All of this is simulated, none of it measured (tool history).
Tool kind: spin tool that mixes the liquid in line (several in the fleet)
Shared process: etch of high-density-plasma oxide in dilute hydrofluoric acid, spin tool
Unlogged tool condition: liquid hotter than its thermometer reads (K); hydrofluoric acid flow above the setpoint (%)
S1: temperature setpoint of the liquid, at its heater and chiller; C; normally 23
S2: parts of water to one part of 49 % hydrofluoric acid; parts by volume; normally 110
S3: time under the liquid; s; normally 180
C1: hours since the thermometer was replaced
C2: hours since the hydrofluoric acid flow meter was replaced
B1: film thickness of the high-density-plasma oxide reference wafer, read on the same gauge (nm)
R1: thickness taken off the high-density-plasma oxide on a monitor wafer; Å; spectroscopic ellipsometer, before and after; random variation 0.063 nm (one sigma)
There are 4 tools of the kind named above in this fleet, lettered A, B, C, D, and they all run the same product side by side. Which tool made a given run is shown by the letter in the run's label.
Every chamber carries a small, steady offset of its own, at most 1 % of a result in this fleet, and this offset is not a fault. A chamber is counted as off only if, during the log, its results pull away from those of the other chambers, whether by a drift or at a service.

Run 1D, hour 3.8: usual settings; C1 664; C2 1493.8; B1 50.029. Result: R1 93.578 Å.
Run 2A, hour 11.8: usual settings; C1 558.3; C2 235.7; B1 50.01. Result: R1 93.398 Å.
Run 3B, hour 20: usual settings; C1 752.4; C2 1619.6; B1 50.002. Result: R1 91.772 Å.
Run 4C, hour 27.2: usual settings; C1 435.3; C2 1896.1; B1 50.023. Result: R1 93.141 Å.
Run 5C, hour 35.6: usual settings; C1 443.7; C2 1904.5; B1 50.017. Result: R1 92.235 Å.
Run 6D, hour 43.1: usual settings; C1 703.3; C2 1533.1; B1 49.984. Result: R1 92.613 Å.
At hour 51.2: chamber C: hydrofluoric acid flow meter replaced.
Run 7A, hour 51.6: usual settings; C1 598.1; C2 275.5; B1 49.99. Result: R1 91.715 Å.
Run 8B, hour 59.6: usual settings; C1 792; C2 1659.2; B1 49.987. Result: R1 92.272 Å.
Run 9C, hour 66.5: usual settings; C1 474.6; C2 15.4; B1 50.003. Result: R1 92.322 Å.
Run 10D, hour 74.2: usual settings; C1 734.4; C2 1564.2; B1 50.004. Result: R1 92.18 Å.
Run 11A, hour 78: usual settings; C1 624.5; C2 301.9; B1 50.001. Result: R1 91.742 Å.
Run 12B, hour 86: usual settings; C1 818.4; C2 1685.6; B1 49.985. Result: R1 91.658 Å.
Run 13A, hour 90.7: usual settings; C1 637.2; C2 314.6; B1 49.988. Result: R1 92.241 Å.
Run 14C, hour 97.2: usual settings but S2 60 parts by volume, S3 255 s; C1 505.3; C2 46.1; B1 49.999. Result: R1 254.16 Å.
Run 15B, hour 103.2: usual settings but S2 60 parts by volume, S3 255 s; C1 835.6; C2 1702.8; B1 49.996. Result: R1 254.45 Å.
Run 16D, hour 111.2: usual settings but S2 60 parts by volume, S3 255 s; C1 771.4; C2 1601.2; B1 50.009. Result: R1 257.11 Å.
Run 17D, hour 118.6: usual settings but S2 60 parts by volume, S3 255 s; C1 778.8; C2 1608.6; B1 49.969. Result: R1 257.59 Å.
Run 18B, hour 123.7: usual settings; C1 856.1; C2 1723.3; B1 49.976. Result: R1 91.262 Å.
Run 19C, hour 128.7: usual settings; C1 536.8; C2 77.6; B1 49.981. Result: R1 93.094 Å.
Run 20A, hour 133: usual settings; C1 679.5; C2 356.9; B1 49.995. Result: R1 92.298 Å.
Run 21B, hour 137.1: usual settings; C1 869.5; C2 1736.7; B1 49.992. Result: R1 92.197 Å.
Run 22D, hour 142.1: usual settings; C1 802.3; C2 1632.1; B1 49.992. Result: R1 93.561 Å.
Run 23C, hour 146.7: usual settings; C1 554.8; C2 95.6; B1 50.011. Result: R1 92.888 Å.
Run 24A, hour 152.2: usual settings; C1 698.7; C2 376.1; B1 49.994. Result: R1 93.361 Å.
Run 25C, hour 156.5: usual settings; C1 564.6; C2 105.4; B1 49.99. Result: R1 91.812 Å.
Run 26D, hour 165.2: usual settings; C1 825.4; C2 1655.2; B1 49.985. Result: R1 94.267 Å.
Run 27B, hour 172.6: usual settings; C1 905; C2 1772.2; B1 50.007. Result: R1 90.203 Å.
Run 28A, hour 179.6: usual settings; C1 726.1; C2 403.5; B1 50.002. Result: R1 92.791 Å.
Run 29C, hour 183.8: usual settings but S1 18.5 C, S3 120 s; C1 591.9; C2 132.7; B1 50.009. Result: R1 51.624 Å.
Run 30D, hour 191.1: usual settings but S1 18.5 C, S3 120 s; C1 851.3; C2 1681.1; B1 50.009. Result: R1 52.064 Å.
Run 31A, hour 199.2: usual settings but S1 18.5 C, S3 120 s; C1 745.7; C2 423.1; B1 49.995. Result: R1 51.304 Å.

All chambers now run identical settings, listed one chamber a line with results as question marks. What results will each chamber show?
Run 32A, hour 205.4: usual settings but S3 240 s. Result: R1 ?.
Run 32B, hour 205.4: usual settings but S3 240 s. Result: R1 ?.
Run 32C, hour 205.4: usual settings but S3 240 s. Result: R1 ?.
Run 32D, hour 205.4: usual settings but S3 240 s. Result: R1 ?.

run      R1
32A  122.77
32B  122.77
32C  122.58
32D  125.41
